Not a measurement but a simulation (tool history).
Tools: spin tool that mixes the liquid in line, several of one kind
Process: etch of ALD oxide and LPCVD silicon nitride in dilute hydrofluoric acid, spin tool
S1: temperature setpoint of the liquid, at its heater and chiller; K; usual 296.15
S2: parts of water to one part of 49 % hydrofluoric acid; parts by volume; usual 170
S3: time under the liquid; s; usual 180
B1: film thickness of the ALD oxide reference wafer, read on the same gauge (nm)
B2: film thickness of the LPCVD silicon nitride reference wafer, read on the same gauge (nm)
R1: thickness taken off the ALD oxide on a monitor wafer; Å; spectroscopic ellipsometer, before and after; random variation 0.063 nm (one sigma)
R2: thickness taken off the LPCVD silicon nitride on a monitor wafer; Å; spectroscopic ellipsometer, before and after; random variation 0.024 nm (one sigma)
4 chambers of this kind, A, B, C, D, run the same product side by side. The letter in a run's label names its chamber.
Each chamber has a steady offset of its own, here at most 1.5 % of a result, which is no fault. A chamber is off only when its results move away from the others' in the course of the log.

run,hour,S1,S2,S3,B1,B2,R1,R2
1D,3.7,296.15,170,180,139.97,140.01,111.630,5.1471
2B,10.5,296.15,170,180,140.01,139.98,110.440,5.0048
3C,14.9,296.15,170,180,140.00,140.00,111.460,4.7957
4A,21.2,296.15,170,180,139.98,139.99,111.130,5.2267
5C,26.2,296.15,170,180,139.99,139.97,112.160,5.1476
6A,31.6,296.15,170,180,140.02,139.99,112.470,5.1833
7D,35.5,296.15,170,180,140.06,139.99,111.680,5.2618
8B,40.3,296.15,170,180,140.00,139.99,109.430,5.0797
9D,45.9,296.15,170,180,139.97,140.00,110.700,5.0606
10B,53.3,296.15,170,180,139.99,139.99,111.080,4.9275
11A,60.0,296.15,170,180,140.06,139.98,112.450,4.9080
12C,65.4,299.15,170,80,140.02,140.00,55.909,2.8558
13D,69.8,299.15,170,80,140.01,140.02,55.311,2.8744
14A,77.0,299.15,170,80,139.93,139.99,55.614,2.6858
# hour 82.0: chamber D: hydrofluoric acid flow meter replaced
15C,82.2,299.15,170,80,140.03,140.00,55.450,2.3844
16B,87.3,296.15,170,180,140.00,140.00,109.890,4.7756
# hour 88.5: chamber A: thermometer replaced
17D,91.6,296.15,170,180,139.98,139.99,110.750,5.2155
18A,96.8,296.15,170,180,140.02,140.01,112.040,4.8392
19B,102.2,296.15,170,180,140.01,140.00,110.230,4.9471
20C,109.9,296.15,170,180,139.95,140.00,111.400,5.3211
21B,117.6,296.15,170,180,140.01,140.01,110.830,5.0508
22D,122.3,296.15,170,180,139.98,140.00,111.390,5.1498
23A,128.5,296.15,170,180,139.99,140.00,111.670,5.1176
24C,132.5,299.65,170,180,140.02,140.01,124.010,5.6313
25B,139.8,299.65,170,180,139.96,140.01,126.960,5.7499
26D,143.4,299.65,170,180,139.98,140.00,127.380,5.9901
27C,147.3,299.65,170,180,139.99,140.01,122.400,6.5054
28A,150.8,293.15,210,180,140.03,140.01,77.943,3.4161
29C,154.5,293.15,210,180,139.98,139.99,75.232,3.3379
30D,162.1,293.15,210,180,140.00,140.00,78.032,3.4185
31A,169.6,293.15,210,180,140.02,140.01,77.524,3.6254
32B,177.3,296.15,170,180,140.01,140.00,110.750,5.3379
33B,182.2,296.15,170,180,140.01,139.99,110.410,5.3549
34D,189.7,299.15,170,270,140.04,139.99,186.040,9.2091
35C,195.9,299.15,170,270,140.04,140.01,177.180,8.5904
36A,199.7,299.15,170,270,140.04,139.99,186.570,9.9164
37B,204.5,299.15,170,270,140.01,140.00,185.830,9.4450
38D,210.1,296.15,170,180,140.01,139.99,111.680,4.8117
39C,213.7,296.15,170,180,139.96,140.01,104.620,4.1588

Is one chamber off against the others, does the gauge drift, or is nothing wrong? If a chamber is off, say which, and what the likeliest cause is.

Chamber C drifts away from the others.
Cause: liquid colder than its thermometer reads (K) = 2.

Here are 4 candidates for chamber C's next run, each the usual settings with a change, their results left as question marks. Which one brings its results back in line with what the others give on the usual settings?
In line means no further than this from the other chambers' mean on the usual settings: R1 2.200 Å; R2 0.8300 Å
40C-1,219.3,297.15,175,185,,,?,?
40C-2,219.3,297.65,180,195,,,?,?
40C-3,219.3,294.65,160,165,,,?,?
40C-4,219.3,295.15,165,175,,,?,?

The other chambers' mean on the usual settings: R1 111.270 Å; R2 5.0624 Å
run,R1,R2
40C-1,106.530,4.7094
40C-2,110.690,4.9861
40C-3,95.685,3.8900
40C-4,99.922,4.1418
40C-2 brings the chamber back in line.

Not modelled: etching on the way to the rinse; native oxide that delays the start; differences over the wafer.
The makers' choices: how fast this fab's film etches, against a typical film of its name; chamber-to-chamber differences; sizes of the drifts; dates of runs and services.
